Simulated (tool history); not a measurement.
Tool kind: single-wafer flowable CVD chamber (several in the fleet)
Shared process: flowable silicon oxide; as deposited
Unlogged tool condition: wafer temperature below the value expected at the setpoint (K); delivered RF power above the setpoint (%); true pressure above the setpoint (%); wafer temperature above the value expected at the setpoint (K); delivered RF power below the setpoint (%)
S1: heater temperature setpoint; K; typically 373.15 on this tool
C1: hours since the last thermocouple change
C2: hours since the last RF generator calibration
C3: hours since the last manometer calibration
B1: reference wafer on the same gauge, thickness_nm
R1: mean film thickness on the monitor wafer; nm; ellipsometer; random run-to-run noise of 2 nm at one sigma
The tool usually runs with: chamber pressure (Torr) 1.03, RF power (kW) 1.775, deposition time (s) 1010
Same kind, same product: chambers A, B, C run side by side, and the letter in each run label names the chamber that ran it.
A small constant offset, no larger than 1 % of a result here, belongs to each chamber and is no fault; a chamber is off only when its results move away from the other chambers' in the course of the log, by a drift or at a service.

{"run": "1C", "hour": 9.4, "S1": 373.15, "chamber pressure (Torr)": 1.03, "RF power (kW)": 1.775, "deposition time (s)": 1010, "C1": 1668, "C2": 1587.8, "C3": 1912.5, "B1": 885.77, "R1": 810.63}
{"run": "2A", "hour": 16.6, "S1": 373.15, "chamber pressure (Torr)": 1.03, "RF power (kW)": 1.775, "deposition time (s)": 1010, "C1": 767.1, "C2": 1042.3, "C3": 205.7, "B1": 885.42, "R1": 824.47}
{"run": "3B", "hour": 25.0, "S1": 373.15, "chamber pressure (Torr)": 1.03, "RF power (kW)": 1.775, "deposition time (s)": 1010, "C1": 340.1, "C2": 548, "C3": 2501.7, "B1": 885.8, "R1": 817.66}
{"run": "4B", "hour": 36.5, "S1": 373.15, "chamber pressure (Torr)": 1.03, "RF power (kW)": 1.775, "deposition time (s)": 1010, "C1": 351.6, "C2": 559.5, "C3": 2513.2, "B1": 885.15, "R1": 817.1}
{"run": "5C", "hour": 47.4, "S1": 373.15, "chamber pressure (Torr)": 1.03, "RF power (kW)": 1.775, "deposition time (s)": 1010, "C1": 1706, "C2": 1625.8, "C3": 1950.5, "B1": 886.45, "R1": 816.04}
{"run": "6A", "hour": 57.8, "S1": 373.15, "chamber pressure (Torr)": 1.03, "RF power (kW)": 1.775, "deposition time (s)": 1010, "C1": 808.3, "C2": 1083.5, "C3": 246.9, "B1": 885.47, "R1": 823.49}
{"run": "7B", "hour": 70.4, "S1": 373.15, "chamber pressure (Torr)": 1.03, "RF power (kW)": 1.775, "deposition time (s)": 1010, "C1": 385.5, "C2": 593.4, "C3": 2547.1, "B1": 885.73, "R1": 813.4}
{"run": "8A", "hour": 80.4, "S1": 373.15, "chamber pressure (Torr)": 1.03, "RF power (kW)": 1.775, "deposition time (s)": 1010, "C1": 830.9, "C2": 1106.1, "C3": 269.5, "B1": 885.86, "R1": 823.34}
{"run": "9C", "hour": 96.9, "S1": 373.15, "chamber pressure (Torr)": 1.03, "RF power (kW)": 1.775, "deposition time (s)": 1010, "C1": 1755.5, "C2": 1675.3, "C3": 2000, "B1": 885.62, "R1": 812.21}
{"run": "10A", "hour": 109.8, "S1": 373.15, "chamber pressure (Torr)": 1.03, "RF power (kW)": 1.775, "deposition time (s)": 1010, "C1": 860.3, "C2": 1135.5, "C3": 298.9, "B1": 886.42, "R1": 825.19}
{"run": "11B", "hour": 117.8, "S1": 373.15, "chamber pressure (Torr)": 1.03, "RF power (kW)": 1.775, "deposition time (s)": 1010, "C1": 432.9, "C2": 640.8, "C3": 2594.5, "B1": 885.84, "R1": 815.05}
{"run": "12C", "hour": 130.3, "S1": 373.15, "chamber pressure (Torr)": 1.03, "RF power (kW)": 1.775, "deposition time (s)": 1010, "C1": 1788.9, "C2": 1708.7, "C3": 2033.4, "B1": 886.06, "R1": 812.6}
{"run": "13A", "hour": 140.4, "S1": 373.15, "chamber pressure (Torr)": 1.03, "RF power (kW)": 1.775, "deposition time (s)": 1010, "C1": 890.9, "C2": 1166.1, "C3": 329.5, "B1": 886.13, "R1": 823.99}
{"run": "14B", "hour": 155.9, "S1": 373.15, "chamber pressure (Torr)": 1.03, "RF power (kW)": 1.775, "deposition time (s)": 1010, "C1": 471, "C2": 678.9, "C3": 2632.6, "B1": 885.51, "R1": 817.08}
{"run": "15C", "hour": 165.2, "S1": 373.15, "chamber pressure (Torr)": 1.03, "RF power (kW)": 1.775, "deposition time (s)": 1010, "C1": 1823.8, "C2": 1743.6, "C3": 2068.3, "B1": 886.08, "R1": 815.78}
{"run": "16C", "hour": 181.3, "S1": 373.15, "chamber pressure (Torr)": 1.03, "RF power (kW)": 1.775, "deposition time (s)": 1010, "C1": 1839.9, "C2": 1759.7, "C3": 2084.4, "B1": 886.43, "R1": 813.89}
{"run": "17B", "hour": 193.4, "S1": 373.15, "chamber pressure (Torr)": 1.03, "RF power (kW)": 1.775, "deposition time (s)": 1010, "C1": 508.5, "C2": 716.4, "C3": 2670.1, "B1": 886.12, "R1": 817.74}
{"run": "18A", "hour": 206.1, "S1": 373.15, "chamber pressure (Torr)": 1.03, "RF power (kW)": 1.48, "deposition time (s)": 1010, "C1": 956.6, "C2": 1231.8, "C3": 395.2, "B1": 885.42, "R1": 778.75}
{"run": "19B", "hour": 214.8, "S1": 373.15, "chamber pressure (Torr)": 1.03, "RF power (kW)": 1.48, "deposition time (s)": 1010, "C1": 529.9, "C2": 737.8, "C3": 2691.5, "B1": 886.07, "R1": 772.38}
{"run": "20C", "hour": 222.2, "S1": 373.15, "chamber pressure (Torr)": 1.03, "RF power (kW)": 1.48, "deposition time (s)": 1010, "C1": 1880.8, "C2": 1800.6, "C3": 2125.3, "B1": 886.06, "R1": 771.39}
{"run": "21A", "hour": 237.1, "S1": 373.15, "chamber pressure (Torr)": 1.03, "RF power (kW)": 1.775, "deposition time (s)": 1010, "C1": 987.6, "C2": 1262.8, "C3": 426.2, "B1": 885.98, "R1": 824.12}

The same settings go to every chamber for the next run, one line per chamber below. Forecast the results for each:
{"run": "22A", "hour": 248.9, "S1": 373.15, "chamber pressure (Torr)": 1.03, "RF power (kW)": 1.775, "deposition time (s)": 1010, "R1": "?"}
{"run": "22B", "hour": 248.9, "S1": 373.15, "chamber pressure (Torr)": 1.03, "RF power (kW)": 1.775, "deposition time (s)": 1010, "R1": "?"}
{"run": "22C", "hour": 248.9, "S1": 373.15, "chamber pressure (Torr)": 1.03, "RF power (kW)": 1.775, "deposition time (s)": 1010, "R1": "?"}

run=22A R1=822.56
run=22B R1=814.74
run=22C R1=817.32
